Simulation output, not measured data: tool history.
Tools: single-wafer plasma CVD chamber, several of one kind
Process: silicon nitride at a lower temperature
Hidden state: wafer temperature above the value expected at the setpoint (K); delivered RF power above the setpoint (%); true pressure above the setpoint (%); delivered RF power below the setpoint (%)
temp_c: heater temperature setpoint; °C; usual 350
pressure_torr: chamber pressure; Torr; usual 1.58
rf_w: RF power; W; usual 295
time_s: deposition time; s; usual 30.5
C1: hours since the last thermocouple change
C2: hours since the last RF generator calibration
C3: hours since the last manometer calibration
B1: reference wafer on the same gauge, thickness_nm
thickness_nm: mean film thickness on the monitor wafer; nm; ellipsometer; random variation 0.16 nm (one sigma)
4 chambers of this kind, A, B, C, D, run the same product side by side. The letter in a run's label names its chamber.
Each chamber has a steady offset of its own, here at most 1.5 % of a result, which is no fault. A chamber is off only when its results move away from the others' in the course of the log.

run 1D day=0.250 | temp_c=350 pressure_torr=1.58 rf_w=295 time_s=30.5 | C1=76.1 C2=229.9 C3=1393.2 | B1=34.269 | thickness_nm=35.394
run 2C day=0.629 | temp_c=350 pressure_torr=1.58 rf_w=295 time_s=30.5 | C1=900.2 C2=1304.1 C3=484.6 | B1=34.318 | thickness_nm=35.486
run 3B day=0.933 | temp_c=350 pressure_torr=1.58 rf_w=295 time_s=30.5 | C1=204.5 C2=492.0 C3=120.2 | B1=34.291 | thickness_nm=35.420
run 4A day=1.125 | temp_c=350 pressure_torr=1.58 rf_w=295 time_s=30.5 | C1=1969.8 C2=717.1 C3=368.1 | B1=34.334 | thickness_nm=35.760
run 5D day=1.367 | temp_c=350 pressure_torr=1.58 rf_w=295 time_s=30.5 | C1=102.9 C2=256.7 C3=1420.0 | B1=34.311 | thickness_nm=35.811
run 6B day=1.575 | temp_c=350 pressure_torr=1.58 rf_w=295 time_s=30.5 | C1=219.9 C2=507.4 C3=135.6 | B1=34.308 | thickness_nm=35.329
run 7A day=1.871 | temp_c=350 pressure_torr=1.58 rf_w=295 time_s=30.5 | C1=1987.7 C2=735.0 C3=386.0 | B1=34.341 | thickness_nm=35.807
run 8C day=2.108 | temp_c=350 pressure_torr=1.72 rf_w=295 time_s=30.5 | C1=935.7 C2=1339.6 C3=520.1 | B1=34.323 | thickness_nm=36.316
run 9A day=2.438 | temp_c=350 pressure_torr=1.72 rf_w=295 time_s=30.5 | C1=2001.3 C2=748.6 C3=399.6 | B1=34.293 | thickness_nm=36.817
run 10B day=2.792 | temp_c=350 pressure_torr=1.72 rf_w=295 time_s=30.5 | C1=249.1 C2=536.6 C3=164.8 | B1=34.307 | thickness_nm=35.964
run 11C day=2.971 | temp_c=350 pressure_torr=1.72 rf_w=295 time_s=30.5 | C1=956.4 C2=1360.3 C3=540.8 | B1=34.296 | thickness_nm=36.118
run 12D day=3.308 | temp_c=350 pressure_torr=1.58 rf_w=295 time_s=30.5 | C1=149.5 C2=303.3 C3=1466.6 | B1=34.311 | thickness_nm=35.426
run 13A day=3.554 | temp_c=350 pressure_torr=1.58 rf_w=295 time_s=30.5 | C1=2028.1 C2=775.4 C3=426.4 | B1=34.301 | thickness_nm=35.719
run 14B day=3.758 | temp_c=350 pressure_torr=1.58 rf_w=295 time_s=30.5 | C1=272.3 C2=559.8 C3=188.0 | B1=34.281 | thickness_nm=35.118
run 15C day=3.996 | temp_c=350 pressure_torr=1.58 rf_w=295 time_s=30.5 | C1=981.0 C2=1384.9 C3=565.4 | B1=34.264 | thickness_nm=35.105
run 16D day=4.358 | temp_c=350 pressure_torr=1.58 rf_w=295 time_s=30.5 | C1=174.7 C2=328.5 C3=1491.8 | B1=34.292 | thickness_nm=35.475
run 17B day=4.583 | temp_c=350 pressure_torr=1.58 rf_w=295 time_s=30.5 | C1=292.1 C2=579.6 C3=207.8 | B1=34.336 | thickness_nm=35.393
run 18C day=4.762 | temp_c=350 pressure_torr=1.58 rf_w=255 time_s=30.5 | C1=999.4 C2=1403.3 C3=583.8 | B1=34.326 | thickness_nm=31.630
run 19D day=5.162 | temp_c=350 pressure_torr=1.58 rf_w=255 time_s=30.5 | C1=194.0 C2=347.8 C3=1511.1 | B1=34.273 | thickness_nm=32.329
run 20A day=5.358 | temp_c=350 pressure_torr=1.58 rf_w=255 time_s=30.5 | C1=2071.4 C2=818.7 C3=469.7 | B1=34.299 | thickness_nm=32.216
run 21B day=5.692 | temp_c=350 pressure_torr=1.58 rf_w=255 time_s=30.5 | C1=318.7 C2=606.2 C3=234.4 | B1=34.324 | thickness_nm=31.780
run 22D day=6.004 | temp_c=350 pressure_torr=1.58 rf_w=295 time_s=30.5 | C1=214.2 C2=368.0 C3=1531.3 | B1=34.294 | thickness_nm=35.461
run 23C day=6.354 | temp_c=350 pressure_torr=1.58 rf_w=295 time_s=30.5 | C1=1037.6 C2=1441.5 C3=622.0 | B1=34.349 | thickness_nm=34.568
run 24A day=6.608 | temp_c=350 pressure_torr=1.58 rf_w=295 time_s=30.5 | C1=2101.4 C2=848.7 C3=499.7 | B1=34.340 | thickness_nm=35.733

What goes on in this fleet: one chamber off, a drifting gauge, or nothing beyond the chambers' own small offsets? Name the chamber and the cause, if any.

Chamber C drifts away from the others.
Cause: delivered RF power below the setpoint (%) = 4.04.
The log may not tell that from: true pressure below the setpoint (%).

Here are 4 candidates for chamber C's next run, each the usual settings with a change, their results left as question marks. Which one brings its results back in line with what the others give on the usual settings?
In line means no further than this from the other chambers' mean on the usual settings: thickness_nm 0.580 nm
run 25C-1 day=6.904 | temp_c=350 pressure_torr=1.58 rf_w=290 time_s=29.3 | thickness_nm=?
run 25C-2 day=6.904 | temp_c=350 pressure_torr=1.59 rf_w=300 time_s=31.0 | thickness_nm=?
run 25C-3 day=6.904 | temp_c=350 pressure_torr=1.60 rf_w=300 time_s=31.6 | thickness_nm=?
run 25C-4 day=6.904 | temp_c=350 pressure_torr=1.58 rf_w=295 time_s=29.7 | thickness_nm=?

The other chambers' mean on the usual settings: thickness_nm 35.484 nm
run=25C-1 thickness_nm=32.873
run=25C-2 thickness_nm=35.639
run=25C-3 thickness_nm=36.392
run=25C-4 thickness_nm=33.705
25C-2 brings the chamber back in line.
